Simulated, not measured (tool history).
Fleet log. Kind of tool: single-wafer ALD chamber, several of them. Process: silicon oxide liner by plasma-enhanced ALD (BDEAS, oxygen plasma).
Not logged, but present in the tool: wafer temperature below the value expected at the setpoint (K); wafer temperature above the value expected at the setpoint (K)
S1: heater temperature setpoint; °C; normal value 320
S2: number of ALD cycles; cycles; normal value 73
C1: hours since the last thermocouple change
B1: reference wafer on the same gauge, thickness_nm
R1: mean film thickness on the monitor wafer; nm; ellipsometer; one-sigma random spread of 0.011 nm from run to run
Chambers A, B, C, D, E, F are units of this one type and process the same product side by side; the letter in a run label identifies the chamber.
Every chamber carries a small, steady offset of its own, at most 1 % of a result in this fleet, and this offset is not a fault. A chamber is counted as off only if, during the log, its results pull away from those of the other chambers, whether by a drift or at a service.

Run 1E, hour 4: usual settings; C1 717.7; B1 7.8784. Result: R1 6.6633 nm.
Run 2F, hour 8: usual settings; C1 980.6; B1 7.8825. Result: R1 6.5895 nm.
Run 3B, hour 12.6: usual settings; C1 493; B1 7.8851. Result: R1 6.5773 nm.
Run 4C, hour 16.3: usual settings; C1 1115.4; B1 7.8882. Result: R1 6.6629 nm.
Run 5A, hour 18.6: usual settings; C1 1873.3; B1 7.8875. Result: R1 6.626 nm.
Run 6D, hour 22.6: usual settings; C1 680.2; B1 7.8902. Result: R1 6.6803 nm.
Run 7A, hour 27.7: usual settings; C1 1882.4; B1 7.886. Result: R1 6.6158 nm.
Run 8D, hour 31.6: usual settings; C1 689.2; B1 7.8923. Result: R1 6.6653 nm.
Run 9C, hour 35.2: usual settings but S2 62 cycles; C1 1134.3; B1 7.8934. Result: R1 5.6675 nm.
Run 10E, hour 37.9: usual settings but S2 62 cycles; C1 751.6; B1 7.8926. Result: R1 5.6593 nm.
Run 11F, hour 40.9: usual settings but S2 62 cycles; C1 1013.5; B1 7.8982. Result: R1 5.6327 nm.
Run 12B, hour 44.6: usual settings but S2 62 cycles; C1 525; B1 7.8995. Result: R1 5.601 nm.
Run 13A, hour 48.2: usual settings but S2 62 cycles; C1 1902.9; B1 7.9. Result: R1 5.6151 nm.
Run 14B, hour 52.2: usual settings but S2 62 cycles; C1 532.6; B1 7.8974. Result: R1 5.6084 nm.
Run 15F, hour 55.8: usual settings; C1 1028.4; B1 7.9024. Result: R1 6.6295 nm.
Run 16E, hour 60.8: usual settings; C1 774.5; B1 7.9081. Result: R1 6.6946 nm.
Run 17C, hour 63.7: usual settings; C1 1162.8; B1 7.9042. Result: R1 6.6707 nm.
Run 18D, hour 68.8: usual settings; C1 726.4; B1 7.903. Result: R1 6.6999 nm.
Run 19C, hour 73.2: usual settings; C1 1172.3; B1 7.9085. Result: R1 6.6856 nm.
Run 20F, hour 76.8: usual settings; C1 1049.4; B1 7.9134. Result: R1 6.6323 nm.
Run 21E, hour 80.3: usual settings; C1 794; B1 7.9085. Result: R1 6.6852 nm.
Run 22B, hour 84.8: usual settings; C1 565.2; B1 7.9122. Result: R1 6.6109 nm.
Run 23D, hour 88.9: usual settings; C1 746.5; B1 7.9158. Result: R1 6.695 nm.
Run 24A, hour 91.1: usual settings; C1 1945.8; B1 7.9144. Result: R1 6.6233 nm.
Run 25C, hour 94.7: usual settings; C1 1193.8; B1 7.9161. Result: R1 6.6855 nm.
Run 26D, hour 99.6: usual settings; C1 757.2; B1 7.9185. Result: R1 6.6726 nm.
Run 27E, hour 103.5: usual settings; C1 817.2; B1 7.9195. Result: R1 6.6862 nm.
Run 28F, hour 107.6: usual settings; C1 1080.2; B1 7.9241. Result: R1 6.639 nm.
Run 29A, hour 110.3: usual settings; C1 1965; B1 7.9244. Result: R1 6.6319 nm.
Run 30B, hour 114.7: usual settings; C1 595.1; B1 7.9253. Result: R1 6.6157 nm.
Run 31F, hour 118: usual settings; C1 1090.6; B1 7.9293. Result: R1 6.6498 nm.
Run 32E, hour 121.2: usual settings but S1 313 °C, S2 63 cycles; C1 834.9; B1 7.9273. Result: R1 5.8399 nm.
Run 33B, hour 123.4: usual settings but S1 313 °C, S2 63 cycles; C1 603.8; B1 7.9307. Result: R1 5.7846 nm.
Run 34D, hour 128.3: usual settings but S1 313 °C, S2 63 cycles; C1 785.9; B1 7.9315. Result: R1 5.8647 nm.
Run 35A, hour 130.8: usual settings but S1 313 °C, S2 63 cycles; C1 1985.5; B1 7.9329. Result: R1 5.7986 nm.
Run 36C, hour 133.3: usual settings but S1 313 °C, S2 63 cycles; C1 1232.4; B1 7.9328. Result: R1 5.8312 nm.

Has any chamber moved away from the others, gradually or after a service, or does the common gauge drift, or do the chambers differ only by their own small steady offsets? State the chamber and the most likely cause if one applies.

It is the gauge, not a chamber: its drift shows up in every chamber's results at once, and no chamber is off.
Most likely cause: gauge reads high (%) = 0.688.
